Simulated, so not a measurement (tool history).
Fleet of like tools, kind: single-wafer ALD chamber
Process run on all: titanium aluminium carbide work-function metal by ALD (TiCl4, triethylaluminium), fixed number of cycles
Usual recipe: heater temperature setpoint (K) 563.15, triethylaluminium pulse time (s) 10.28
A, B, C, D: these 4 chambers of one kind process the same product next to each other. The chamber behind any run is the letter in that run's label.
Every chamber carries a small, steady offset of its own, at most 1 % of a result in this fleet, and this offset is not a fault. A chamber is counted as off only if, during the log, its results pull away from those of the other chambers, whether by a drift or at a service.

run,hour,heater temperature setpoint (K),triethylaluminium pulse time (s),"read-back reference wafer on the same gauge, thickness_nm",mean film thickness on the monitor wafer (angstrom)
1C,9.2,563.15,10.28,1.7805,19.241
2D,14.9,563.15,10.28,1.7814,19.294
# hour 21.7: chamber A: triethylaluminium bottle replaced
3A,24.6,563.15,10.28,1.7799,19.151
4B,29.6,563.15,10.28,1.7798,19.333
5A,38.8,563.15,10.28,1.7795,19.31
6B,47,563.15,10.28,1.7793,19.216
7C,54,575.15,8.01,1.7804,19.701
8D,63.7,575.15,8.01,1.7811,19.646
9B,71.3,575.15,8.01,1.7781,19.489
10C,79.6,575.15,8.01,1.7792,19.562
11A,84.6,563.15,10.28,1.7793,19.115
12D,89.8,563.15,10.28,1.7804,19.294
13B,99,563.15,10.28,1.7802,19.315
14A,104.5,563.15,10.28,1.7817,19.166
15D,114,563.15,10.28,1.7794,19.071
16C,120,563.15,10.28,1.7822,19.279
17B,129.6,563.15,10.28,1.7795,19.333
18C,140.2,563.15,10.28,1.78,19.227
19A,147.2,563.15,7.36,1.7811,18.179
20D,154.4,563.15,7.36,1.7799,18.26
21D,161.4,563.15,7.36,1.7813,18.325
22A,170,563.15,7.36,1.778,18.114
23B,179,575.15,12.52,1.7797,20.675
24C,186.7,575.15,12.52,1.7806,20.499
25A,196.9,575.15,12.52,1.7808,20.634
26C,205.1,575.15,12.52,1.7785,20.706
27D,212.1,563.15,10.28,1.7799,19.235
28B,217.2,563.15,10.28,1.7818,19.244
29A,223.1,563.15,10.28,1.779,19.094
30D,233.3,553.15,13.54,1.779,18.754
31B,242.8,553.15,13.54,1.7798,18.765
32C,251.9,553.15,13.54,1.7812,18.728
33D,261.6,553.15,13.54,1.7793,18.623
# hour 269.3: chamber B: thermocouple changed; heater temperature recalibrated
34A,272.2,563.15,10.28,1.7787,19.183
35C,281.6,563.15,10.28,1.7803,18.766
36B,289.6,563.15,10.28,1.7805,19.422
37A,300.2,563.15,10.28,1.7803,19.311
38C,310.8,563.15,10.28,1.7823,18.59
39B,316.9,563.15,10.28,1.7828,19.303
40D,322.8,563.15,10.28,1.781,19.269
41B,329.2,563.15,14.26,1.7798,19.862

Next, all 4 chambers run the settings below, one line each with question marks for the results. What does each chamber give?
42A,337,554.15,10.28,,?
42B,337,554.15,10.28,,?
42C,337,554.15,10.28,,?
42D,337,554.15,10.28,,?

run,mean film thickness on the monitor wafer (angstrom)
42A,18.402
42B,18.551
42C,17.856
42D,18.514

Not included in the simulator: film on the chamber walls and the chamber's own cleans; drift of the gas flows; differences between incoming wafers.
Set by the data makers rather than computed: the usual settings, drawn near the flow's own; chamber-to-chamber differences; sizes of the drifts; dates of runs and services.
